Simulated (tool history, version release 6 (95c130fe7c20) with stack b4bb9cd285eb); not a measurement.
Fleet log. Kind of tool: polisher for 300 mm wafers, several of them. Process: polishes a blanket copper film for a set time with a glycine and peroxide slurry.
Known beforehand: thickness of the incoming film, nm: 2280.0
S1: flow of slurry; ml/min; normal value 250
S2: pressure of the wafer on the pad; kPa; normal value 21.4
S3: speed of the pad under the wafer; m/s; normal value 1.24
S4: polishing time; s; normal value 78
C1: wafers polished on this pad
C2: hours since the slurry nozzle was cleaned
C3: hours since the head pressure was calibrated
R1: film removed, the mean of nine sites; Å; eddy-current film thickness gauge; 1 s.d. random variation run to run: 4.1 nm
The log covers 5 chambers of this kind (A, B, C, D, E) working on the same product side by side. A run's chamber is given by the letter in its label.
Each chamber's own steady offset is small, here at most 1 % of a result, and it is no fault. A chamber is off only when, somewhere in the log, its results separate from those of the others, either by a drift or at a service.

run	hour	S1	S2	S3	S4	C1	C2	C3	R1
1C	7.4	250	21.4	1.24	78	591	204.9	357.2	4660.9
2D	15.7	250	21.4	1.24	78	643	241.6	320.7	4825.6
3A	30.1	250	21.4	1.24	78	1359	85.2	918.0	4727.9
4B	46.0	250	21.4	1.24	78	740	121.4	343.4	4664.3
# hour 53.8: chamber B: worn pad replaced by a new one
# hour 54.0: chamber A: worn pad replaced by a new one
5E	54.8	295	21.4	1.24	55	488	216.9	763.6	3365.1
6E	70.1	295	21.4	1.24	55	584	232.2	778.9	3335.7
7B	81.4	295	21.4	1.24	55	174	156.8	378.8	3467.6
8D	94.0	295	21.4	1.24	55	1138	319.9	399.0	3387.4
9A	108.5	295	21.4	1.24	55	345	163.6	996.4	3385.2
# hour 109.0: chamber E: worn pad replaced by a new one
# hour 112.9: chamber C: worn pad replaced by a new one
10C	117.0	250	21.4	1.24	78	26	314.5	466.8	4651.1
11D	128.7	250	27.6	0.82	78	1357	354.6	433.7	3980.9
12C	136.1	250	27.6	0.82	78	147	333.6	485.9	4130.2
# hour 144.8: chamber D: slurry nozzle cleaned
13A	147.9	250	27.6	0.82	78	594	203.0	1035.8	4115.8
14E	161.1	250	27.6	0.82	78	329	323.2	869.9	4092.8
15B	169.1	250	27.6	0.82	78	729	244.5	466.5	4023.4
16E	178.1	250	21.4	1.24	78	437	340.2	886.9	4632.8
17D	185.9	250	21.4	1.24	78	1719	41.1	490.9	4533.8
18A	196.0	250	21.4	1.24	78	898	251.1	1083.9	4770.5
# hour 198.0: chamber B: worn pad replaced by a new one
19B	204.2	250	21.4	1.24	78	39	279.6	501.6	4707.4
20C	216.4	250	21.4	1.24	78	654	413.9	566.2	4701.0
21C	232.5	250	21.4	1.24	78	756	430.0	582.3	4741.7
# hour 240.1: chamber A: worn pad replaced by a new one
22E	240.9	250	21.4	1.24	78	834	403.0	949.7	4693.6
23B	251.6	250	21.4	1.24	78	339	327.0	549.0	4723.7
# hour 256.2: chamber E: worn pad replaced by a new one
24D	267.5	215	21.4	1.24	78	2235	122.7	572.5	4313.0
25A	282.1	215	21.4	1.24	78	265	337.2	1170.0	4647.8
26D	291.1	215	21.4	1.24	78	2384	146.3	596.1	4281.0
# hour 300.9: chamber C: worn pad replaced by a new one
27C	307.3	215	21.4	1.24	78	40	504.8	657.1	4643.1
# hour 315.5: chamber B: worn pad replaced by a new one
28A	317.2	215	21.4	1.24	78	487	372.3	1205.1	4625.1
29B	324.6	250	21.4	1.24	78	57	400.0	622.0	4687.2
30E	334.1	250	21.4	1.24	78	492	496.2	1042.9	4778.1
31E	342.6	250	21.4	1.24	78	546	504.7	1051.4	4648.1
32C	358.1	250	21.4	1.24	78	361	555.6	707.9	4652.2
33B	366.7	250	23.4	1.24	102	323	442.1	664.1	6691.6

Next, every chamber runs the same settings. What will each give?
34A	378.5	250	16.5	1.24	78				?
34B	378.5	250	16.5	1.24	78				?
34C	378.5	250	16.5	1.24	78				?
34D	378.5	250	16.5	1.24	78				?
34E	378.5	250	16.5	1.24	78				?

run	R1
34A	3774.5
34B	3813.8
34C	3786.9
34D	3385.6
34E	3784.8
